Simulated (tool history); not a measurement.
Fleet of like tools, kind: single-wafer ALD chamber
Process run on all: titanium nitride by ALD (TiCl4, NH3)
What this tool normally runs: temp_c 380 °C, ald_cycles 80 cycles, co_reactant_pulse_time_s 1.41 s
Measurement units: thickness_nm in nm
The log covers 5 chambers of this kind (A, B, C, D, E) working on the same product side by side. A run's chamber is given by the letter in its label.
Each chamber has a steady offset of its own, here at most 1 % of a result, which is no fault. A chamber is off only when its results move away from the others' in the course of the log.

run	hour	temp_c	ald_cycles	co_reactant_pulse_time_s	read-back reference wafer on the same gauge, thickness_nm	thickness_nm
1B	9.1	380	80	1.41	1.9602	1.6964
2A	18	380	80	1.41	1.9615	1.6946
3E	24	380	80	1.41	1.9612	1.7015
4D	33.3	380	80	1.41	1.9607	1.6842
5C	42	380	80	1.41	1.9617	1.6839
6D	52.6	371	70	1.41	1.9621	1.4524
7C	61	371	70	1.41	1.962	1.448
8E	69.6	371	70	1.41	1.9631	1.4682
9B	77.6	371	70	1.41	1.9626	1.4626
10A	83.9	371	70	1.41	1.9629	1.466
11E	92	380	80	1.41	1.9632	1.7029
12D	97	380	80	1.41	1.9638	1.682
13A	103.9	380	80	1.41	1.9644	1.6952
14B	109	380	80	1.41	1.9633	1.6933
15C	117.1	380	80	1.41	1.965	1.6865
16A	125.9	380	80	1.41	1.9652	1.698
17D	131.3	380	80	1.41	1.9651	1.6854
18C	137.8	380	80	1.41	1.9652	1.6888
19E	146	380	80	1.41	1.9657	1.7002
20B	151.1	380	80	1.41	1.9653	1.6988
21C	161.6	380	80	1.41	1.9657	1.6886
22D	172.1	380	80	1.41	1.967	1.6868
23B	180	380	80	1.41	1.967	1.7006
24E	184.9	380	69	1.41	1.9667	1.4713
25A	190.7	380	69	1.41	1.9679	1.4656
26E	199.6	380	69	1.41	1.967	1.4737
27C	209	380	69	1.41	1.9686	1.4558
28A	217.6	380	69	1.41	1.9686	1.4712
29D	223.3	380	80	1.41	1.9678	1.6899
30B	229.7	380	80	1.41	1.9684	1.7004
31A	239.5	380	80	1.41	1.9693	1.7037
32C	244.9	380	80	1.41	1.9694	1.6899
33D	252.7	380	80	1.41	1.9694	1.6912
34B	260.4	380	80	1.41	1.9699	1.6991
35E	265.2	380	80	1.41	1.9699	1.7039
36C	271.5	380	80	1.41	1.97	1.6929
37A	280.8	380	80	1.41	1.9702	1.7089
38E	290.6	380	80	1.41	1.9704	1.7092
39B	300.1	380	95	1.41	1.9726	2.0205
40D	308.8	380	95	1.41	1.9712	2.0148

Each of the 5 chambers runs these same settings next. Fill in every chamber's results:
41A	316.7	380	80	1.41		?
41B	316.7	380	80	1.41		?
41C	316.7	380	80	1.41		?
41D	316.7	380	80	1.41		?
41E	316.7	380	80	1.41		?

run	thickness_nm
41A	1.7037
41B	1.7017
41C	1.6916
41D	1.6922
41E	1.7102
